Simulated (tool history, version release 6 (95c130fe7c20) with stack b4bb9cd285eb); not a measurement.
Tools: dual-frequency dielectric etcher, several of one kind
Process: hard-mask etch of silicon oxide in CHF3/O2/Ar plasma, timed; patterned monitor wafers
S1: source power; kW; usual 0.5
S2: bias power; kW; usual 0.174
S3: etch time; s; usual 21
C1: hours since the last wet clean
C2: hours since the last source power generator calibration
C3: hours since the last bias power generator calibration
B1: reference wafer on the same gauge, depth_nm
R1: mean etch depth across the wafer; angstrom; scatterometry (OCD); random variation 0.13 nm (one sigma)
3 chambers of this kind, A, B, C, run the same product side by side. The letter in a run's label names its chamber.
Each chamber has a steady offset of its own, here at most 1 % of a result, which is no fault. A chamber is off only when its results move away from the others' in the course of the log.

Run 1A, hour 7.2: usual settings; C1 292; C2 2412.1; C3 521.8; B1 40.599. Result: R1 384.35 angstrom.
Run 2C, hour 18.7: usual settings; C1 415.9; C2 2021; C3 2433.5; B1 40.588. Result: R1 385.92 angstrom.
Run 3B, hour 27.1: usual settings; C1 39.2; C2 3587.4; C3 1578.8; B1 40.611. Result: R1 381.12 angstrom.
Run 4C, hour 36.2: usual settings; C1 433.4; C2 2038.5; C3 2451; B1 40.603. Result: R1 386.48 angstrom.
Run 5B, hour 47.1: usual settings; C1 59.2; C2 3607.4; C3 1598.8; B1 40.589. Result: R1 381.69 angstrom.
Run 6A, hour 57.5: usual settings; C1 342.3; C2 2462.4; C3 572.1; B1 40.617. Result: R1 386.59 angstrom.
Run 7A, hour 65.4: usual settings; C1 350.2; C2 2470.3; C3 580; B1 40.588. Result: R1 384.18 angstrom.
Run 8C, hour 71.5: usual settings; C1 468.7; C2 2073.8; C3 2486.3; B1 40.593. Result: R1 384.96 angstrom.
Run 9B, hour 78.3: usual settings; C1 90.4; C2 3638.6; C3 1630; B1 40.653. Result: R1 380.15 angstrom.
Run 10A, hour 89.1: usual settings; C1 373.9; C2 2494; C3 603.7; B1 40.594. Result: R1 382 angstrom.
Run 11B, hour 99.2: usual settings; C1 111.3; C2 3659.5; C3 1650.9; B1 40.59. Result: R1 382.68 angstrom.
Run 12C, hour 106.8: usual settings but S3 27 s; C1 504; C2 2109.1; C3 2521.6; B1 40.579. Result: R1 494.59 angstrom.
Run 13C, hour 114.3: usual settings but S3 27 s; C1 511.5; C2 2116.6; C3 2529.1; B1 40.584. Result: R1 496.73 angstrom.
At hour 122.8: chamber C: wet clean of the chamber.
Run 14A, hour 123.7: usual settings but S3 27 s; C1 408.5; C2 2528.6; C3 638.3; B1 40.589. Result: R1 491.21 angstrom.
At hour 130: chamber C: bias power generator calibrated.
Run 15B, hour 134.6: usual settings; C1 146.7; C2 3694.9; C3 1686.3; B1 40.613. Result: R1 380.45 angstrom.
Run 16A, hour 142.4: usual settings but S1 0.4 kW; C1 427.2; C2 2547.3; C3 657; B1 40.594. Result: R1 352.37 angstrom.
Run 17C, hour 151.4: usual settings but S1 0.4 kW; C1 28.7; C2 2153.7; C3 21.4; B1 40.605. Result: R1 362.64 angstrom.
Run 18B, hour 159.6: usual settings but S1 0.4 kW; C1 171.7; C2 3719.9; C3 1711.3; B1 40.611. Result: R1 349.13 angstrom.
Run 19C, hour 169.4: usual settings; C1 46.7; C2 2171.7; C3 39.4; B1 40.601. Result: R1 394.98 angstrom.
Run 20B, hour 179.6: usual settings; C1 191.7; C2 3739.9; C3 1731.3; B1 40.599. Result: R1 381.95 angstrom.
Run 21A, hour 185: usual settings; C1 469.8; C2 2589.9; C3 699.6; B1 40.541. Result: R1 383.04 angstrom.
Run 22B, hour 196: usual settings; C1 208.1; C2 3756.3; C3 1747.7; B1 40.623. Result: R1 381.57 angstrom.
At hour 205.7: chamber B: source power generator calibrated.
Run 23C, hour 207: usual settings; C1 84.3; C2 2209.3; C3 77; B1 40.609. Result: R1 395.6 angstrom.
Run 24A, hour 214.6: usual settings; C1 499.4; C2 2619.5; C3 729.2; B1 40.632. Result: R1 383.8 angstrom.
Run 25A, hour 222.1: usual settings; C1 506.9; C2 2627; C3 736.7; B1 40.593. Result: R1 382.02 angstrom.
At hour 222.3: chamber A: wet clean of the chamber.
Run 26C, hour 232.1: usual settings but S3 19 s; C1 109.4; C2 2234.4; C3 102.1; B1 40.603. Result: R1 359.68 angstrom.
Run 27B, hour 237.9: usual settings but S3 19 s; C1 250; C2 32.3; C3 1789.6; B1 40.588. Result: R1 345.63 angstrom.
Run 28A, hour 246.7: usual settings but S3 19 s; C1 24.4; C2 2651.6; C3 761.3; B1 40.633. Result: R1 345.87 angstrom.
Run 29B, hour 256.2: usual settings; C1 268.3; C2 50.6; C3 1807.9; B1 40.612. Result: R1 380.01 angstrom.
Run 30C, hour 261.9: usual settings; C1 139.2; C2 2264.2; C3 131.9; B1 40.602. Result: R1 394.64 angstrom.
Run 31B, hour 270.1: usual settings; C1 282.2; C2 64.5; C3 1821.8; B1 40.601. Result: R1 382.81 angstrom.
Run 32A, hour 277.4: usual settings; C1 55.1; C2 2682.3; C3 792; B1 40.585. Result: R1 383.44 angstrom.
Run 33C, hour 283.7: usual settings; C1 161; C2 2286; C3 153.7; B1 40.621. Result: R1 394.62 angstrom.
Run 34C, hour 289.9: usual settings; C1 167.2; C2 2292.2; C3 159.9; B1 40.586. Result: R1 394.96 angstrom.
Run 35B, hour 296.6: usual settings; C1 308.7; C2 91; C3 1848.3; B1 40.568. Result: R1 383.5 angstrom.
Run 36A, hour 301.7: usual settings but S2 0.142 kW; C1 79.4; C2 2706.6; C3 816.3; B1 40.645. Result: R1 360.19 angstrom.
Run 37A, hour 307.7: usual settings but S2 0.142 kW; C1 85.4; C2 2712.6; C3 822.3; B1 40.598. Result: R1 358.35 angstrom.
Run 38B, hour 313.1: usual settings but S2 0.142 kW; C1 325.2; C2 107.5; C3 1864.8; B1 40.589. Result: R1 356.14 angstrom.
Run 39C, hour 323.2: usual settings; C1 200.5; C2 2325.5; C3 193.2; B1 40.628. Result: R1 397.17 angstrom.

All 3 chambers run these settings next. Forecast each chamber's results:
Run 40A, hour 331.6: usual settings but S1 0.45 kW. Result: R1 ?.
Run 40B, hour 331.6: usual settings but S1 0.45 kW. Result: R1 ?.
Run 40C, hour 331.6: usual settings but S1 0.45 kW. Result: R1 ?.

run      R1
40A  369.19
40B  364.33
40C  378.64
